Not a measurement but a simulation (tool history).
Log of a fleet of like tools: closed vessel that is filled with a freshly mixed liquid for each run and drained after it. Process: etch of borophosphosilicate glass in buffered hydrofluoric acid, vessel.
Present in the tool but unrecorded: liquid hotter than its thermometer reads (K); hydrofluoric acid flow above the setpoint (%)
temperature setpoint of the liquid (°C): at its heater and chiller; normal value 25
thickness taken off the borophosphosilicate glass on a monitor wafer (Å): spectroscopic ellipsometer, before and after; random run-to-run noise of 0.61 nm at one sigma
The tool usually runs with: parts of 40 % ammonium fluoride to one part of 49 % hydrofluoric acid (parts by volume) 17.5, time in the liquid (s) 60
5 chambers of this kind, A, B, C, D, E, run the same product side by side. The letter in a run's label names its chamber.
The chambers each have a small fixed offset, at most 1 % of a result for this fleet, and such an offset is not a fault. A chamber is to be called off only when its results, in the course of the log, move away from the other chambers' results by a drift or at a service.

run   hour  temperature setpoint of the liquid (°C)  parts of 40 % ammonium fluoride to one part of 49 % hydrofluoric acid (parts by volume)  time in the liquid (s)  hours since the thermometer was replaced  hours since the hydrofluoric acid flow meter was replaced  read-back film thickness of the borophosphosilicate glass reference wafer, read on the same gauge (nm)  thickness taken off the borophosphosilicate glass on a monitor wafer (Å)
 1B    4.7                                       25                                                                                     17.5                      60                                     246.4                                                       1551                                                                                                  150.01                                                                    768.51
 2D    9.1                                       25                                                                                     17.5                      60                                    1018.2                                                      986.9                                                                                                     150                                                                    761.82
 3E   16.1                                       25                                                                                     17.5                      60                                    1724.8                                                      856.6                                                                                                     150                                                                    772.03
 4A   23.1                                       25                                                                                     17.5                      60                                       123                                                     2167.2                                                                                                     150                                                                    762.63
 5C   27.2                                       25                                                                                     17.5                      60                                    1073.2                                                      330.2                                                                                                  149.99                                                                    768.45
 6D   32.4                                       25                                                                                     17.5                      60                                    1041.5                                                     1010.2                                                                                                     150                                                                    762.19
 7E   39.1                                       25                                                                                     17.5                      60                                    1747.8                                                      879.6                                                                                                  150.01                                                                    769.22
      40.5  -- chamber A: hydrofluoric acid flow meter replaced
 8C   42.4                                       25                                                                                     17.5                      60                                    1088.4                                                      345.4                                                                                                     150                                                                    757.22
 9B   45.8                                       25                                                                                     17.5                      60                                     287.5                                                     1592.1                                                                                                  150.01                                                                    749.84
10A   52.9                                       25                                                                                     17.5                      60                                     152.8                                                       12.5                                                                                                  150.01                                                                    761.84
11E   59.4                                       25                                                                                     17.5                      60                                    1768.1                                                      899.9                                                                                                  150.01                                                                    770.51
12D   66.5                                       25                                                                                     17.5                      60                                    1075.6                                                     1044.3                                                                                                  149.99                                                                    759.75
13A   69.9                                     20.5                                                                                     17.5                      60                                     169.8                                                       29.5                                                                                                  150.03                                                                    584.92
14C   74.1                                     20.5                                                                                     17.5                      60                                    1120.1                                                      377.1                                                                                                     150                                                                    594.96
15B   77.3                                     20.5                                                                                     17.5                      60                                       319                                                     1623.6                                                                                                     150                                                                    600.36
16E   81.9                                     20.5                                                                                     17.5                      60                                    1790.6                                                      922.4                                                                                                  150.02                                                                     606.6
17A   87.8                                     20.5                                                                                     17.5                      60                                     187.7                                                       47.4                                                                                                  149.98                                                                    599.16
18B   94.8                                       25                                                                                     17.5                      60                                     336.5                                                     1641.1                                                                                                  150.03                                                                    767.85
19C  101.8                                       22                                                                                     19.5                      60                                    1147.8                                                      404.8                                                                                                  149.99                                                                    568.85
20D  107.8                                       22                                                                                     19.5                      60                                    1116.9                                                     1085.6                                                                                                  150.02                                                                     574.5
21B  112.1                                       22                                                                                     19.5                      60                                     353.8                                                     1658.4                                                                                                  150.03                                                                    586.37
22E  117.5                                       22                                                                                     19.5                      60                                    1826.2                                                        958                                                                                                  149.99                                                                     581.3
23D  124.1                                       22                                                                                     19.5                      60                                    1133.2                                                     1101.9                                                                                                     150                                                                    572.02
24C  127.2                                     22.5                                                                                     17.5                      35                                    1173.2                                                      430.2                                                                                                     150                                                                     387.4
25A  131.8                                     22.5                                                                                     17.5                      35                                     231.7                                                       91.4                                                                                                  150.01                                                                    391.15
26B  137.1                                     22.5                                                                                     17.5                      35                                     378.8                                                     1683.4                                                                                                  149.97                                                                    389.85
27E  143.1                                     22.5                                                                                     17.5                      35                                    1851.8                                                      983.6                                                                                                     150                                                                    392.49
28C  148.5                                     22.5                                                                                     17.5                      35                                    1194.5                                                      451.5                                                                                                  149.99                                                                    385.81
29A  154.3                                       25                                                                                     17.5                      60                                     254.2                                                      113.9                                                                                                  150.03                                                                    762.32
30D  159.4                                       25                                                                                     17.5                      60                                    1168.5                                                     1137.2                                                                                                     150                                                                    761.26
31A  163.4                                       25                                                                                     17.5                      60                                     263.3                                                        123                                                                                                  150.01                                                                    770.88
32C    170                                       25                                                                                     17.5                      60                                      1216                                                        473                                                                                                     150                                                                    763.83
33E  173.5                                       25                                                                                     17.5                      60                                    1882.2                                                       1014                                                                                                     150                                                                    760.24
34D  178.9                                       25                                                                                     17.5                      60                                      1188                                                     1156.7                                                                                                  149.99                                                                    756.76
35B  185.5                                       25                                                                                     17.5                      60                                     427.2                                                     1731.8                                                                                                  149.99                                                                    766.72
36D  189.9                                       25                                                                                     17.5                      60                                      1199                                                     1167.7                                                                                                  150.02                                                                    761.15
37B  195.2                                       25                                                                                     17.5                      60                                     436.9                                                     1741.5                                                                                                     150                                                                    757.27
38A  200.5                                       25                                                                                     17.5                      60                                     300.4                                                      160.1                                                                                                  150.01                                                                    780.39

Read the log: is a single chamber off, either drifting away or since a service, is the gauge that measures every chamber drifting, or is nothing wrong beyond small per-chamber offsets? Name any odd chamber and what most likely caused it.

No chamber stands off beyond its own small offset, and the gauge holds steady.
